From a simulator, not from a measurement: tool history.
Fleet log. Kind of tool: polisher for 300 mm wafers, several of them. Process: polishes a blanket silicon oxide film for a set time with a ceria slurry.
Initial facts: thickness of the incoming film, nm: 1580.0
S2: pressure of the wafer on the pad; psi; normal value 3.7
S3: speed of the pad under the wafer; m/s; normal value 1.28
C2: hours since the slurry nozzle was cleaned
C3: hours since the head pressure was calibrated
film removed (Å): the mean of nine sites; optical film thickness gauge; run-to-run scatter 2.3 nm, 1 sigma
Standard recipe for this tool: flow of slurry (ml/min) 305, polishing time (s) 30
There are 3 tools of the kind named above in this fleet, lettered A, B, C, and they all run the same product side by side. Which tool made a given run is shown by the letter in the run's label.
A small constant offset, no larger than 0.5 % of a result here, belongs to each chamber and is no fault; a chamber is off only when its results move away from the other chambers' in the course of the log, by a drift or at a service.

{"run": "1C", "day": 0.371, "flow of slurry (ml/min)": 305, "S2": 3.7, "S3": 1.28, "polishing time (s)": 30, "wafers polished on this pad": 478, "C2": 222.7, "C3": 334.8, "film removed (Å)": 2300.8}
{"run": "2B", "day": 0.9, "flow of slurry (ml/min)": 305, "S2": 3.7, "S3": 1.28, "polishing time (s)": 30, "wafers polished on this pad": 1335, "C2": 188.3, "C3": 115, "film removed (Å)": 2273.2}
{"day": 1.304, "done": "chamber B: worn pad replaced by a new one"}
{"run": "3A", "day": 1.471, "flow of slurry (ml/min)": 305, "S2": 3.7, "S3": 1.28, "polishing time (s)": 30, "wafers polished on this pad": 415, "C2": 40.2, "C3": 232.2, "film removed (Å)": 2315.3}
{"run": "4C", "day": 1.754, "flow of slurry (ml/min)": 305, "S2": 3.7, "S3": 1.28, "polishing time (s)": 30, "wafers polished on this pad": 801, "C2": 255.9, "C3": 368, "film removed (Å)": 2338.7}
{"run": "5B", "day": 2.133, "flow of slurry (ml/min)": 305, "S2": 3.7, "S3": 1.28, "polishing time (s)": 30, "wafers polished on this pad": 193, "C2": 217.9, "C3": 144.6, "film removed (Å)": 2298.8}
{"run": "6A", "day": 2.471, "flow of slurry (ml/min)": 305, "S2": 3.7, "S3": 1.28, "polishing time (s)": 30, "wafers polished on this pad": 648, "C2": 64.2, "C3": 256.2, "film removed (Å)": 2338.3}
{"day": 2.483, "done": "chamber C: head pressure recalibrated"}
{"day": 2.492, "done": "chamber A: worn pad replaced by a new one"}
{"run": "7B", "day": 3.038, "flow of slurry (ml/min)": 305, "S2": 3.7, "S3": 1.28, "polishing time (s)": 39, "wafers polished on this pad": 404, "C2": 239.6, "C3": 166.3, "film removed (Å)": 2984.7}
{"run": "8C", "day": 3.3, "flow of slurry (ml/min)": 305, "S2": 3.7, "S3": 1.28, "polishing time (s)": 39, "wafers polished on this pad": 1161, "C2": 293, "C3": 19.6, "film removed (Å)": 3006}
{"run": "9A", "day": 3.612, "flow of slurry (ml/min)": 305, "S2": 3.7, "S3": 1.28, "polishing time (s)": 39, "wafers polished on this pad": 262, "C2": 91.6, "C3": 283.6, "film removed (Å)": 2973.8}
{"run": "10C", "day": 4.121, "flow of slurry (ml/min)": 305, "S2": 3.7, "S3": 1.28, "polishing time (s)": 30, "wafers polished on this pad": 1353, "C2": 312.7, "C3": 39.3, "film removed (Å)": 2323.7}
{"run": "11A", "day": 4.7, "flow of slurry (ml/min)": 305, "S2": 3.7, "S3": 1.28, "polishing time (s)": 30, "wafers polished on this pad": 515, "C2": 117.7, "C3": 309.7, "film removed (Å)": 2308}
{"day": 5.004, "done": "chamber A: worn pad replaced by a new one"}
{"run": "12B", "day": 5.088, "flow of slurry (ml/min)": 305, "S2": 3.7, "S3": 1.28, "polishing time (s)": 30, "wafers polished on this pad": 882, "C2": 288.8, "C3": 215.5, "film removed (Å)": 2321.9}
{"run": "13C", "day": 5.462, "flow of slurry (ml/min)": 305, "S2": 3.7, "S3": 1.28, "polishing time (s)": 30, "wafers polished on this pad": 1666, "C2": 344.9, "C3": 71.5, "film removed (Å)": 2252.3}
{"run": "14B", "day": 5.917, "flow of slurry (ml/min)": 305, "S2": 3.7, "S3": 1.28, "polishing time (s)": 30, "wafers polished on this pad": 1076, "C2": 308.7, "C3": 235.4, "film removed (Å)": 2303}
{"run": "15A", "day": 6.412, "flow of slurry (ml/min)": 305, "S2": 3.7, "S3": 1.28, "polishing time (s)": 30, "wafers polished on this pad": 329, "C2": 158.8, "C3": 350.8, "film removed (Å)": 2323.5}
{"run": "16A", "day": 6.975, "flow of slurry (ml/min)": 305, "S2": 3.7, "S3": 1.28, "polishing time (s)": 30, "wafers polished on this pad": 460, "C2": 172.3, "C3": 364.3, "film removed (Å)": 2324.6}
{"day": 7.225, "done": "chamber B: worn pad replaced by a new one"}
{"run": "17B", "day": 7.362, "flow of slurry (ml/min)": 305, "S2": 3.7, "S3": 1.28, "polishing time (s)": 30, "wafers polished on this pad": 32, "C2": 343.4, "C3": 270.1, "film removed (Å)": 2344.2}
{"run": "18C", "day": 7.829, "flow of slurry (ml/min)": 305, "S2": 3.7, "S3": 1.28, "polishing time (s)": 30, "wafers polished on this pad": 2218, "C2": 401.7, "C3": 128.3, "film removed (Å)": 2160.6}
{"day": 7.85, "done": "chamber A: worn pad replaced by a new one"}
{"day": 8.104, "done": "chamber C: slurry nozzle cleaned"}
{"run": "19C", "day": 8.121, "flow of slurry (ml/min)": 305, "S2": 3.7, "S3": 1.28, "polishing time (s)": 30, "wafers polished on this pad": 2286, "C2": 0.4, "C3": 135.3, "film removed (Å)": 2220.4}
{"day": 8.246, "done": "chamber B: slurry nozzle cleaned"}
{"run": "20B", "day": 8.612, "flow of slurry (ml/min)": 305, "S2": 3.7, "S3": 1.28, "polishing time (s)": 30, "wafers polished on this pad": 324, "C2": 8.9, "C3": 300.1, "film removed (Å)": 2335.6}
{"run": "21A", "day": 9.162, "flow of slurry (ml/min)": 305, "S2": 3.7, "S3": 1.28, "polishing time (s)": 30, "wafers polished on this pad": 306, "C2": 224.8, "C3": 416.8, "film removed (Å)": 2318.8}
{"run": "22C", "day": 9.625, "flow of slurry (ml/min)": 305, "S2": 3.7, "S3": 1.52, "polishing time (s)": 30, "wafers polished on this pad": 2637, "C2": 36.5, "C3": 171.4, "film removed (Å)": 2551.1}
{"run": "23A", "day": 10.158, "flow of slurry (ml/min)": 305, "S2": 3.7, "S3": 1.52, "polishing time (s)": 30, "wafers polished on this pad": 538, "C2": 248.7, "C3": 440.7, "film removed (Å)": 2794.2}
{"day": 10.333, "done": "chamber A: head pressure recalibrated"}
{"run": "24B", "day": 10.433, "flow of slurry (ml/min)": 305, "S2": 3.7, "S3": 1.52, "polishing time (s)": 30, "wafers polished on this pad": 748, "C2": 52.6, "C3": 343.8, "film removed (Å)": 2741.3}
{"day": 10.517, "done": "chamber A: worn pad replaced by a new one"}
{"run": "25A", "day": 10.704, "flow of slurry (ml/min)": 305, "S2": 3.7, "S3": 1.28, "polishing time (s)": 30, "wafers polished on this pad": 44, "C2": 261.8, "C3": 9, "film removed (Å)": 2277.1}
{"run": "26C", "day": 11.067, "flow of slurry (ml/min)": 305, "S2": 3.7, "S3": 1.28, "polishing time (s)": 30, "wafers polished on this pad": 2973, "C2": 71.1, "C3": 206, "film removed (Å)": 2113.9}
{"run": "27B", "day": 11.333, "flow of slurry (ml/min)": 305, "S2": 3.7, "S3": 1.28, "polishing time (s)": 30, "wafers polished on this pad": 958, "C2": 74.2, "C3": 365.4, "film removed (Å)": 2317.3}
{"run": "28C", "day": 11.879, "flow of slurry (ml/min)": 230, "S2": 3.7, "S3": 1.28, "polishing time (s)": 40, "wafers polished on this pad": 3162, "C2": 90.6, "C3": 225.5, "film removed (Å)": 2722}
{"day": 12.442, "done": "chamber B: head pressure recalibrated"}
{"run": "29B", "day": 12.479, "flow of slurry (ml/min)": 230, "S2": 3.7, "S3": 1.28, "polishing time (s)": 40, "wafers polished on this pad": 1226, "C2": 101.7, "C3": 0.9, "film removed (Å)": 3004.3}

Which is it: a chamber that has drifted or been left off by a service, a gauge drift common to all chambers, or only each chamber's usual small offset? If a chamber is off, name it and its likeliest cause.

It is chamber C that slowly wanders off from its peers.
Cause: removal rate lost through wear of the pad, % = 10.1.
From this log alone, it may not be told apart from: head's pressure below its setpoint, %.

Below are 4 candidate recipes for chamber C's next run, each the usual settings with a change, their results shown as question marks. Which of them brings C's results back in line with what the other chambers give on the usual settings?
In line means no further than this from the other chambers' mean on the usual settings: film removed (Å) 79
{"run": "30C-1", "day": 12.908, "flow of slurry (ml/min)": 305, "S2": 3.9, "S3": 1.28, "polishing time (s)": 30, "film removed (Å)": "?"}
{"run": "30C-2", "day": 12.908, "flow of slurry (ml/min)": 300, "S2": 3.3, "S3": 1.28, "polishing time (s)": 30, "film removed (Å)": "?"}
{"run": "30C-3", "day": 12.908, "flow of slurry (ml/min)": 305, "S2": 3.7, "S3": 1.34, "polishing time (s)": 32, "film removed (Å)": "?"}
{"run": "30C-4", "day": 12.908, "flow of slurry (ml/min)": 305, "S2": 3.6, "S3": 1.26, "polishing time (s)": 30, "film removed (Å)": "?"}

What the other chambers average on the usual settings: film removed (Å) 2316.8
run=30C-1 film_removed_(Å)=2188
run=30C-2 film_removed_(Å)=1846
run=30C-3 film_removed_(Å)=2315.4
run=30C-4 film_removed_(Å)=1987.3
30C-3 is the one that brings the chamber's results back in line with the other chambers.
